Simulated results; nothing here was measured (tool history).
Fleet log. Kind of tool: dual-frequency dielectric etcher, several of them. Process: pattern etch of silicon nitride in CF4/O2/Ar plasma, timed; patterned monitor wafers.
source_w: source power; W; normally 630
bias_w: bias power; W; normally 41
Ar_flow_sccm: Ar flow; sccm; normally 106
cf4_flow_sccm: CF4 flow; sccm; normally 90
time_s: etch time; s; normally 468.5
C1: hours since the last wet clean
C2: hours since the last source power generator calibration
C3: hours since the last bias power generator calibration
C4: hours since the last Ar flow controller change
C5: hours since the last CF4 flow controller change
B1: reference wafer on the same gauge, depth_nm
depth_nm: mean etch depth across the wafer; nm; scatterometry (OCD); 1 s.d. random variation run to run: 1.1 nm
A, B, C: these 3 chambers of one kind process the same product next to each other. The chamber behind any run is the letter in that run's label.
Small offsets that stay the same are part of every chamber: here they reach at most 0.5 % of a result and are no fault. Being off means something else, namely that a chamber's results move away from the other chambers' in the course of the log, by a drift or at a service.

Run 1A, hour 11.0: usual settings; C1 359.6; C2 3151.0; C3 1600.2; C4 1471.2; C5 958.1; B1 972.05. Result: depth_nm 992.00 nm.
Run 2B, hour 23.1: usual settings; C1 105.8; C2 659.6; C3 2470.6; C4 1334.3; C5 2225.0; B1 972.09. Result: depth_nm 994.81 nm.
At hour 30.1: chamber B: bias power generator calibrated.
Run 3C, hour 34.7: usual settings; C1 170.6; C2 255.8; C3 1204.3; C4 903.2; C5 172.1; B1 972.29. Result: depth_nm 995.59 nm.
Run 4A, hour 41.1: usual settings; C1 389.7; C2 3181.1; C3 1630.3; C4 1501.3; C5 988.2; B1 972.29. Result: depth_nm 991.48 nm.
Run 5B, hour 48.4: usual settings; C1 131.1; C2 684.9; C3 18.3; C4 1359.6; C5 2250.3; B1 972.24. Result: depth_nm 995.99 nm.
Run 6C, hour 55.5: usual settings; C1 191.4; C2 276.6; C3 1225.1; C4 924.0; C5 192.9; B1 972.53. Result: depth_nm 995.57 nm.
Run 7A, hour 63.6: usual settings; C1 412.2; C2 3203.6; C3 1652.8; C4 1523.8; C5 1010.7; B1 972.91. Result: depth_nm 991.77 nm.
Run 8C, hour 77.0: usual settings; C1 212.9; C2 298.1; C3 1246.6; C4 945.5; C5 214.4; B1 972.73. Result: depth_nm 996.49 nm.
Run 9B, hour 89.6: usual settings; C1 172.3; C2 726.1; C3 59.5; C4 1400.8; C5 2291.5; B1 972.82. Result: depth_nm 997.55 nm.
Run 10A, hour 99.5: usual settings; C1 448.1; C2 3239.5; C3 1688.7; C4 1559.7; C5 1046.6; B1 973.11. Result: depth_nm 993.02 nm.
Run 11B, hour 106.1: usual settings; C1 188.8; C2 742.6; C3 76.0; C4 1417.3; C5 2308.0; B1 973.13. Result: depth_nm 997.07 nm.
Run 12C, hour 115.2: usual settings; C1 251.1; C2 336.3; C3 1284.8; C4 983.7; C5 252.6; B1 973.30. Result: depth_nm 997.18 nm.
Run 13B, hour 121.7: usual settings but source_w 530 W; C1 204.4; C2 758.2; C3 91.6; C4 1432.9; C5 2323.6; B1 973.23. Result: depth_nm 856.63 nm.
Run 14C, hour 128.3: usual settings but source_w 530 W; C1 264.2; C2 349.4; C3 1297.9; C4 996.8; C5 265.7; B1 973.43. Result: depth_nm 855.10 nm.
Run 15A, hour 140.5: usual settings but source_w 530 W; C1 489.1; C2 3280.5; C3 1729.7; C4 1600.7; C5 1087.6; B1 973.22. Result: depth_nm 854.93 nm.
At hour 150.0: chamber A: wet clean of the chamber.
Run 16C, hour 152.8: usual settings; C1 288.7; C2 373.9; C3 1322.4; C4 1021.3; C5 290.2; B1 973.48. Result: depth_nm 997.23 nm.
Run 17A, hour 163.9: usual settings; C1 14.0; C2 3303.9; C3 1753.1; C4 1624.1; C5 1111.0; B1 973.60. Result: depth_nm 993.98 nm.
Run 18B, hour 171.5: usual settings; C1 254.2; C2 808.0; C3 141.4; C4 1482.7; C5 2373.4; B1 973.56. Result: depth_nm 996.77 nm.
Run 19B, hour 180.9: usual settings; C1 263.6; C2 817.4; C3 150.8; C4 1492.1; C5 2382.8; B1 973.82. Result: depth_nm 996.94 nm.
Run 20C, hour 189.6: usual settings; C1 325.5; C2 410.7; C3 1359.2; C4 1058.1; C5 327.0; B1 973.91. Result: depth_nm 997.88 nm.
Run 21A, hour 199.2: usual settings; C1 49.3; C2 3339.2; C3 1788.4; C4 1659.4; C5 1146.3; B1 974.02. Result: depth_nm 992.06 nm.
Run 22A, hour 208.4: usual settings; C1 58.5; C2 3348.4; C3 1797.6; C4 1668.6; C5 1155.5; B1 973.98. Result: depth_nm 993.76 nm.
Run 23B, hour 217.4: usual settings but bias_w 34 W; C1 300.1; C2 853.9; C3 187.3; C4 1528.6; C5 2419.3; B1 974.39. Result: depth_nm 934.85 nm.
Run 24C, hour 226.1: usual settings but bias_w 34 W; C1 362.0; C2 447.2; C3 1395.7; C4 1094.6; C5 363.5; B1 974.26. Result: depth_nm 934.65 nm.
Run 25A, hour 237.3: usual settings but bias_w 34 W; C1 87.4; C2 3377.3; C3 1826.5; C4 1697.5; C5 1184.4; B1 974.57. Result: depth_nm 930.89 nm.
Run 26B, hour 245.3: usual settings; C1 328.0; C2 881.8; C3 215.2; C4 1556.5; C5 2447.2; B1 974.39. Result: depth_nm 999.01 nm.
Run 27C, hour 254.6: usual settings; C1 390.5; C2 475.7; C3 1424.2; C4 1123.1; C5 392.0; B1 974.72. Result: depth_nm 996.75 nm.
Run 28B, hour 262.8: usual settings; C1 345.5; C2 899.3; C3 232.7; C4 1574.0; C5 2464.7; B1 974.45. Result: depth_nm 1000.10 nm.
Run 29A, hour 273.1: usual settings; C1 123.2; C2 3413.1; C3 1862.3; C4 1733.3; C5 1220.2; B1 974.89. Result: depth_nm 993.52 nm.
Run 30C, hour 279.5: usual settings; C1 415.4; C2 500.6; C3 1449.1; C4 1148.0; C5 416.9; B1 974.67. Result: depth_nm 997.38 nm.
Run 31C, hour 288.8: usual settings; C1 424.7; C2 509.9; C3 1458.4; C4 1157.3; C5 426.2; B1 974.45. Result: depth_nm 997.88 nm.
Run 32B, hour 302.0: usual settings; C1 384.7; C2 938.5; C3 271.9; C4 1613.2; C5 2503.9; B1 974.95. Result: depth_nm 1000.10 nm.
Run 33A, hour 312.6: usual settings; C1 162.7; C2 3452.6; C3 1901.8; C4 1772.8; C5 1259.7; B1 975.09. Result: depth_nm 995.91 nm.
Run 34A, hour 321.2: usual settings; C1 171.3; C2 3461.2; C3 1910.4; C4 1781.4; C5 1268.3; B1 975.05. Result: depth_nm 993.87 nm.
Run 35C, hour 330.9: usual settings; C1 466.8; C2 552.0; C3 1500.5; C4 1199.4; C5 468.3; B1 975.21. Result: depth_nm 1000.10 nm.
At hour 338.5: chamber B: wet clean of the chamber.
Run 36B, hour 343.1: usual settings; C1 4.6; C2 979.6; C3 313.0; C4 1654.3; C5 2545.0; B1 975.58. Result: depth_nm 999.52 nm.
Run 37A, hour 354.7: usual settings; C1 204.8; C2 3494.7; C3 1943.9; C4 1814.9; C5 1301.8; B1 975.59. Result: depth_nm 994.78 nm.
Run 38B, hour 366.5: usual settings; C1 28.0; C2 1003.0; C3 336.4; C4 1677.7; C5 2568.4; B1 975.55. Result: depth_nm 998.38 nm.
Run 39C, hour 377.8: usual settings but cf4_flow_sccm 102 sccm, time_s 541.0 s; C1 513.7; C2 598.9; C3 1547.4; C4 1246.3; C5 515.2; B1 975.77. Result: depth_nm 1174.20 nm.
Run 40C, hour 385.2: usual settings but cf4_flow_sccm 102 sccm, time_s 541.0 s; C1 521.1; C2 606.3; C3 1554.8; C4 1253.7; C5 522.6; B1 975.81. Result: depth_nm 1174.60 nm.
Run 41A, hour 397.9: usual settings but cf4_flow_sccm 102 sccm, time_s 541.0 s; C1 248.0; C2 3537.9; C3 1987.1; C4 1858.1; C5 1345.0; B1 975.71. Result: depth_nm 1168.20 nm.
Run 42B, hour 407.0: usual settings; C1 68.5; C2 1043.5; C3 376.9; C4 1718.2; C5 2608.9; B1 975.99. Result: depth_nm 1000.10 nm.
Run 43B, hour 420.3: usual settings; C1 81.8; C2 1056.8; C3 390.2; C4 1731.5; C5 2622.2; B1 976.22. Result: depth_nm 999.18 nm.
Run 44A, hour 431.5: usual settings but source_w 530 W, time_s 513.5 s; C1 281.6; C2 3571.5; C3 2020.7; C4 1891.7; C5 1378.6; B1 976.40. Result: depth_nm 939.89 nm.

Which is it: a chamber that has drifted or been left off by a service, a gauge drift common to all chambers, or only each chamber's usual small offset? If a chamber is off, name it and its likeliest cause.

The gauge drifts, so all chambers seem to drift together. No chamber is off.
What lies behind it: gauge reads high (%) = 0.45.

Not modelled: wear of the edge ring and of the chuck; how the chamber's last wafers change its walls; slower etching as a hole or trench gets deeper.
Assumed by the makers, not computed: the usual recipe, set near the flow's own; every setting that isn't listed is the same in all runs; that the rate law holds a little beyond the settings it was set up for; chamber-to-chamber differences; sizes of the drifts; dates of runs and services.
